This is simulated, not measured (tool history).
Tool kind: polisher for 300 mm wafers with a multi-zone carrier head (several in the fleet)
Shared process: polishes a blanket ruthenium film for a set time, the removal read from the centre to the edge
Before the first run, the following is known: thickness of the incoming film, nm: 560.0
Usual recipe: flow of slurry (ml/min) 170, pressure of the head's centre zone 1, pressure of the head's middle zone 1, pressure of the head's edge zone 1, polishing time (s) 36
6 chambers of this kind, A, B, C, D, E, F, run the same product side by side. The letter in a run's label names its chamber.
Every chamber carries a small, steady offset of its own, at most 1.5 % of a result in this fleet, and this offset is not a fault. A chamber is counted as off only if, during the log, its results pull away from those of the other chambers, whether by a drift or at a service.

run   hour  flow of slurry (ml/min)  pressure of the head's centre zone  pressure of the head's middle zone  pressure of the head's edge zone  polishing time (s)  film removed at the wafer's centre (angstrom)  film removed at mid-radius (angstrom)  film removed at the wafer's edge (angstrom)
 1E    5.1                      170                                   1                                   1                                 1                  36                                         363.93                                 370.17                                        365.6
       6.3  -- chamber F: edge zone pressure recalibrated
      10.8  -- chamber C: worn pad replaced by a new one
 2C   16.4                      170                                   1                                   1                                 1                  36                                         366.14                                 367.69                                       373.76
 3F   24.2                      170                                   1                                   1                                 1                  36                                         374.34                                 372.62                                       373.38
      24.3  -- chamber B: worn pad replaced by a new one
 4A   31.1                      170                                   1                                   1                                 1                  36                                         370.02                                 380.22                                        370.8
      37.5  -- chamber D: worn pad replaced by a new one
 5D   37.5                      170                                   1                                   1                                 1                  36                                         365.47                                 364.33                                       371.23
      45.4  -- chamber F: worn pad replaced by a new one
 6B   45.9                      170                                   1                                   1                                 1                  36                                          379.2                                 362.11                                       360.59
 7D     51                      170                                   1                                   1                                 1                  36                                         361.89                                 370.15                                       364.11
      52.8  -- chamber B: centre zone pressure recalibrated
        54  -- chamber E: worn pad replaced by a new one
 8C   57.2                      170                                0.93                                   1                                 1                  46                                         440.07                                  475.7                                       471.07
      62.7  -- chamber A: worn pad replaced by a new one
 9F   68.4                      170                                0.93                                   1                                 1                  46                                         432.75                                 463.27                                       474.38
10E   75.5                      170                                0.93                                   1                                 1                  46                                         433.21                                 464.39                                       470.53
11A   83.3                      170                                0.93                                   1                                 1                  46                                         438.76                                 482.96                                       464.36
      84.8  -- chamber C: centre zone pressure recalibrated
      88.6  -- chamber B: worn pad replaced by a new one
      92.5  -- chamber C: worn pad replaced by a new one
12B   92.6                      170                                0.93                                   1                                 1                  46                                         435.18                                 470.34                                       477.03
13E    101                      170                                0.93                                   1                                 1                  46                                         431.04                                 472.72                                       463.83
     108.9  -- chamber D: worn pad replaced by a new one
14A  111.5                      170                                   1                                   1                                 1                  36                                         367.27                                 376.24                                       369.22
     112.5  -- chamber F: worn pad replaced by a new one
     112.7  -- chamber A: slurry nozzle cleaned
15D  122.2                      170                                   1                                   1                                 1                  36                                         372.19                                 367.15                                       362.06
     128.8  -- chamber E: worn pad replaced by a new one
16C  129.7                      115                                   1                                   1                                 1                  36                                         339.93                                 337.68                                       343.28
     130.1  -- chamber A: worn pad replaced by a new one
17F  139.3                      115                                   1                                   1                                 1                  36                                         335.12                                 345.21                                       357.64
18B  148.8                      115                                   1                                   1                                 1                  36                                         345.38                                 339.26                                       354.72
     157.3  -- chamber B: worn pad replaced by a new one
19E  158.6                      115                                   1                                   1                                 1                  36                                         339.44                                 343.54                                        352.7
20C  168.3                      115                                   1                                   1                                 1                  36                                          331.3                                 335.64                                       342.59
     173.6  -- chamber C: worn pad replaced by a new one
21D  175.2                      115                                   1                                   1                                 1                  36                                         337.45                                 344.12                                       349.43
     177.7  -- chamber F: worn pad replaced by a new one
     178.4  -- chamber D: worn pad replaced by a new one
22A  182.9                      170                                   1                                   1                                 1                  36                                         366.96                                 370.22                                       374.53
23F  188.7                      170                                   1                                   1                                 1                  36                                          366.1                                 378.75                                       369.31
       191  -- chamber E: worn pad replaced by a new one
24B  198.6                      170                                   1                                   1                                 1                  32                                         332.59                                 320.75                                       332.57
     198.9  -- chamber A: edge zone pressure recalibrated
25E  205.8                      170                                   1                                   1                                 1                  32                                         328.87                                 330.88                                       331.48
     211.8  -- chamber A: worn pad replaced by a new one
26C  213.2                      170                                   1                                   1                                 1                  32                                         331.51                                 330.18                                        330.3
     215.7  -- chamber F: slurry nozzle cleaned
     222.8  -- chamber D: slurry nozzle cleaned
27A    224                      170                                   1                                   1                                 1                  32                                         331.89                                 332.49                                       319.58
     231.4  -- chamber B: worn pad replaced by a new one
28D  233.8                      170                                   1                                   1                                 1                  32                                         325.36                                 320.05                                        322.3
29F  239.7                      170                                   1                                   1                                 1                  32                                         328.23                                 330.17                                        332.5
     241.1  -- chamber D: worn pad replaced by a new one
     249.5  -- chamber C: worn pad replaced by a new one
30B  251.4                      170                                   1                                   1                                 1                  36                                         365.99                                 361.44                                       371.97
       259  -- chamber F: worn pad replaced by a new one
31B  260.7                      225                                   1                                   1                                 1                  36                                         390.82                                 377.53                                       380.28
     263.6  -- chamber E: worn pad replaced by a new one
32C  270.1                      225                                   1                                   1                                 1                  36                                         382.03                                 388.24                                       385.69
33E  278.9                      225                                   1                                   1                                 1                  36                                         382.04                                 382.29                                       377.87
34D  284.5                      225                                   1                                   1                                 1                  36                                         389.06                                  381.4                                       382.13
     289.8  -- chamber A: worn pad replaced by a new one
35A  294.3                      225                                   1                                   1                                 1                  36                                         388.95                                 386.91                                       382.53
36F  299.6                      225                                   1                                   1                                 1                  36                                          389.1                                 382.94                                       382.98
     303.3  -- chamber D: worn pad replaced by a new one
37D  306.1                      170                                   1                                   1                                 1                  36                                         363.07                                 368.38                                       375.72
38F  315.6                      170                                   1                                   1                                 1                  36                                         372.58                                 373.29                                       369.73
39E  327.2                      170                                   1                                   1                                 1                  36                                         363.82                                 368.23                                       369.54
40C  334.5                      200                                   1                                   1                                 1                  43                                         450.79                                 454.62                                        447.1

The same settings go to every chamber for the next run, one line per chamber below. Forecast the results for each:
41A  342.9                      170                                   1                                   1                                 1                  36                                              ?                                      ?                                            ?
41B  342.9                      170                                   1                                   1                                 1                  36                                              ?                                      ?                                            ?
41C  342.9                      170                                   1                                   1                                 1                  36                                              ?                                      ?                                            ?
41D  342.9                      170                                   1                                   1                                 1                  36                                              ?                                      ?                                            ?
41E  342.9                      170                                   1                                   1                                 1                  36                                              ?                                      ?                                            ?
41F  342.9                      170                                   1                                   1                                 1                  36                                              ?                                      ?                                            ?

run  film removed at the wafer's centre (angstrom)  film removed at mid-radius (angstrom)  film removed at the wafer's edge (angstrom)
41A                                         366.44                                 373.13                                       365.39
41B                                         376.48                                 371.68                                       374.24
41C                                         368.39                                 370.89                                       369.37
41D                                         373.74                                 365.44                                       364.78
41E                                         371.26                                 368.31                                       365.89
41F                                         375.36                                  369.8                                        363.1

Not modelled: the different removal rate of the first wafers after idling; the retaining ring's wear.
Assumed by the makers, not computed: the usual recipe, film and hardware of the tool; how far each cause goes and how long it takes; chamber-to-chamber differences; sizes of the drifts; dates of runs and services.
